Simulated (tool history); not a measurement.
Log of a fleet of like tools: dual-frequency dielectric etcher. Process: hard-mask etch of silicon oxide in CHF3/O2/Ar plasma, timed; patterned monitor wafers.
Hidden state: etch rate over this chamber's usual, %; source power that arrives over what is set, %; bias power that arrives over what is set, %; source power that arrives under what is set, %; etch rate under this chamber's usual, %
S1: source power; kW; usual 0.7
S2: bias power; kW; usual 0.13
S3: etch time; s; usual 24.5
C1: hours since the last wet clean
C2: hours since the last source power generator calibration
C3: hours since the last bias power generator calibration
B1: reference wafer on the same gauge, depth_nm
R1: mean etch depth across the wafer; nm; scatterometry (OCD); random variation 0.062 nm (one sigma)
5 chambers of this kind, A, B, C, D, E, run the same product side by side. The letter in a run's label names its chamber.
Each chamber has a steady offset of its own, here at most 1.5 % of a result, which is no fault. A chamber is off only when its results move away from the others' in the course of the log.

{"run": "1C", "hour": 8.2, "S1": 0.7, "S2": 0.13, "S3": 24.5, "C1": 268.7, "C2": 1495.6, "C3": 2527.4, "B1": 53.803, "R1": 45.706}
{"run": "2A", "hour": 19.8, "S1": 0.7, "S2": 0.13, "S3": 24.5, "C1": 55.2, "C2": 120.3, "C3": 307.2, "B1": 53.772, "R1": 45.872}
{"run": "3B", "hour": 28.0, "S1": 0.7, "S2": 0.13, "S3": 24.5, "C1": 86, "C2": 983.2, "C3": 126.7, "B1": 53.772, "R1": 46.373}
{"run": "4D", "hour": 35.1, "S1": 0.7, "S2": 0.13, "S3": 24.5, "C1": 346.1, "C2": 899.3, "C3": 2134.7, "B1": 53.755, "R1": 46.427}
{"run": "5E", "hour": 43.8, "S1": 0.7, "S2": 0.13, "S3": 24.5, "C1": 319.6, "C2": 744.9, "C3": 1529.5, "B1": 53.757, "R1": 45.935}
{"run": "6E", "hour": 52.9, "S1": 0.7, "S2": 0.13, "S3": 24.5, "C1": 328.7, "C2": 754, "C3": 1538.6, "B1": 53.735, "R1": 45.894}
{"run": "7A", "hour": 65.1, "S1": 0.84, "S2": 0.13, "S3": 24.5, "C1": 100.5, "C2": 165.6, "C3": 352.5, "B1": 53.72, "R1": 49.35}
{"run": "8D", "hour": 71.3, "S1": 0.84, "S2": 0.13, "S3": 24.5, "C1": 382.3, "C2": 935.5, "C3": 2170.9, "B1": 53.735, "R1": 49.731}
{"run": "9C", "hour": 81.7, "S1": 0.84, "S2": 0.13, "S3": 24.5, "C1": 342.2, "C2": 1569.1, "C3": 2600.9, "B1": 53.728, "R1": 48.913}
{"run": "10B", "hour": 93.1, "S1": 0.84, "S2": 0.13, "S3": 24.5, "C1": 151.1, "C2": 1048.3, "C3": 191.8, "B1": 53.701, "R1": 49.685}
{"run": "11D", "hour": 105.9, "S1": 0.84, "S2": 0.13, "S3": 24.5, "C1": 416.9, "C2": 970.1, "C3": 2205.5, "B1": 53.697, "R1": 49.896}
{"run": "12B", "hour": 115.9, "S1": 0.7, "S2": 0.13, "S3": 24.5, "C1": 173.9, "C2": 1071.1, "C3": 214.6, "B1": 53.681, "R1": 46.352}
{"hour": 120.2, "done": "chamber C: wet clean of the chamber"}
{"run": "13C", "hour": 123.3, "S1": 0.7, "S2": 0.13, "S3": 24.5, "C1": 3.1, "C2": 1610.7, "C3": 2642.5, "B1": 53.688, "R1": 45.663}
{"run": "14A", "hour": 133.6, "S1": 0.7, "S2": 0.13, "S3": 24.5, "C1": 169, "C2": 234.1, "C3": 421, "B1": 53.675, "R1": 45.778}
{"run": "15E", "hour": 145.7, "S1": 0.7, "S2": 0.13, "S3": 24.5, "C1": 421.5, "C2": 846.8, "C3": 1631.4, "B1": 53.638, "R1": 45.729}
{"hour": 150.9, "done": "chamber D: wet clean of the chamber"}
{"run": "16D", "hour": 155.4, "S1": 0.7, "S2": 0.13, "S3": 24.5, "C1": 4.5, "C2": 1019.6, "C3": 2255, "B1": 53.641, "R1": 46.437}
{"run": "17A", "hour": 164.7, "S1": 0.7, "S2": 0.13, "S3": 18.5, "C1": 200.1, "C2": 265.2, "C3": 452.1, "B1": 53.643, "R1": 34.659}
{"run": "18E", "hour": 174.3, "S1": 0.7, "S2": 0.13, "S3": 18.5, "C1": 450.1, "C2": 875.4, "C3": 1660, "B1": 53.626, "R1": 34.604}
{"run": "19B", "hour": 186.0, "S1": 0.7, "S2": 0.13, "S3": 18.5, "C1": 244, "C2": 1141.2, "C3": 284.7, "B1": 53.611, "R1": 34.989}
{"run": "20C", "hour": 197.0, "S1": 0.7, "S2": 0.13, "S3": 18.5, "C1": 76.8, "C2": 1684.4, "C3": 2716.2, "B1": 53.621, "R1": 34.457}
{"run": "21A", "hour": 206.5, "S1": 0.7, "S2": 0.13, "S3": 18.5, "C1": 241.9, "C2": 307, "C3": 493.9, "B1": 53.591, "R1": 34.541}
{"run": "22E", "hour": 216.5, "S1": 0.7, "S2": 0.13, "S3": 24.5, "C1": 492.3, "C2": 917.6, "C3": 1702.2, "B1": 53.582, "R1": 45.725}
{"run": "23B", "hour": 225.7, "S1": 0.7, "S2": 0.13, "S3": 24.5, "C1": 283.7, "C2": 1180.9, "C3": 324.4, "B1": 53.585, "R1": 46.218}
{"run": "24C", "hour": 236.3, "S1": 0.61, "S2": 0.113, "S3": 24.5, "C1": 116.1, "C2": 1723.7, "C3": 2755.5, "B1": 53.578, "R1": 41.311}
{"run": "25D", "hour": 248.1, "S1": 0.61, "S2": 0.113, "S3": 24.5, "C1": 97.2, "C2": 1112.3, "C3": 2347.7, "B1": 53.545, "R1": 42.029}
{"run": "26C", "hour": 258.0, "S1": 0.61, "S2": 0.113, "S3": 24.5, "C1": 137.8, "C2": 1745.4, "C3": 2777.2, "B1": 53.544, "R1": 41.236}
{"run": "27A", "hour": 264.5, "S1": 0.61, "S2": 0.113, "S3": 24.5, "C1": 299.9, "C2": 365, "C3": 551.9, "B1": 53.541, "R1": 41.452}
{"run": "28D", "hour": 273.7, "S1": 0.61, "S2": 0.113, "S3": 24.5, "C1": 122.8, "C2": 1137.9, "C3": 2373.3, "B1": 53.537, "R1": 41.95}
{"run": "29B", "hour": 283.2, "S1": 0.7, "S2": 0.13, "S3": 24.5, "C1": 341.2, "C2": 1238.4, "C3": 381.9, "B1": 53.523, "R1": 46.201}
{"run": "30E", "hour": 292.6, "S1": 0.7, "S2": 0.13, "S3": 24.5, "C1": 568.4, "C2": 993.7, "C3": 1778.3, "B1": 53.514, "R1": 45.658}

All 5 chambers run these settings next. Forecast each chamber's results:
{"run": "31A", "hour": 302.0, "S1": 0.7, "S2": 0.13, "S3": 29, "R1": "?"}
{"run": "31B", "hour": 302.0, "S1": 0.7, "S2": 0.13, "S3": 29, "R1": "?"}
{"run": "31C", "hour": 302.0, "S1": 0.7, "S2": 0.13, "S3": 29, "R1": "?"}
{"run": "31D", "hour": 302.0, "S1": 0.7, "S2": 0.13, "S3": 29, "R1": "?"}
{"run": "31E", "hour": 302.0, "S1": 0.7, "S2": 0.13, "S3": 29, "R1": "?"}

run=31A R1=54.104
run=31B R1=54.682
run=31C R1=53.889
run=31D R1=54.673
run=31E R1=54.193

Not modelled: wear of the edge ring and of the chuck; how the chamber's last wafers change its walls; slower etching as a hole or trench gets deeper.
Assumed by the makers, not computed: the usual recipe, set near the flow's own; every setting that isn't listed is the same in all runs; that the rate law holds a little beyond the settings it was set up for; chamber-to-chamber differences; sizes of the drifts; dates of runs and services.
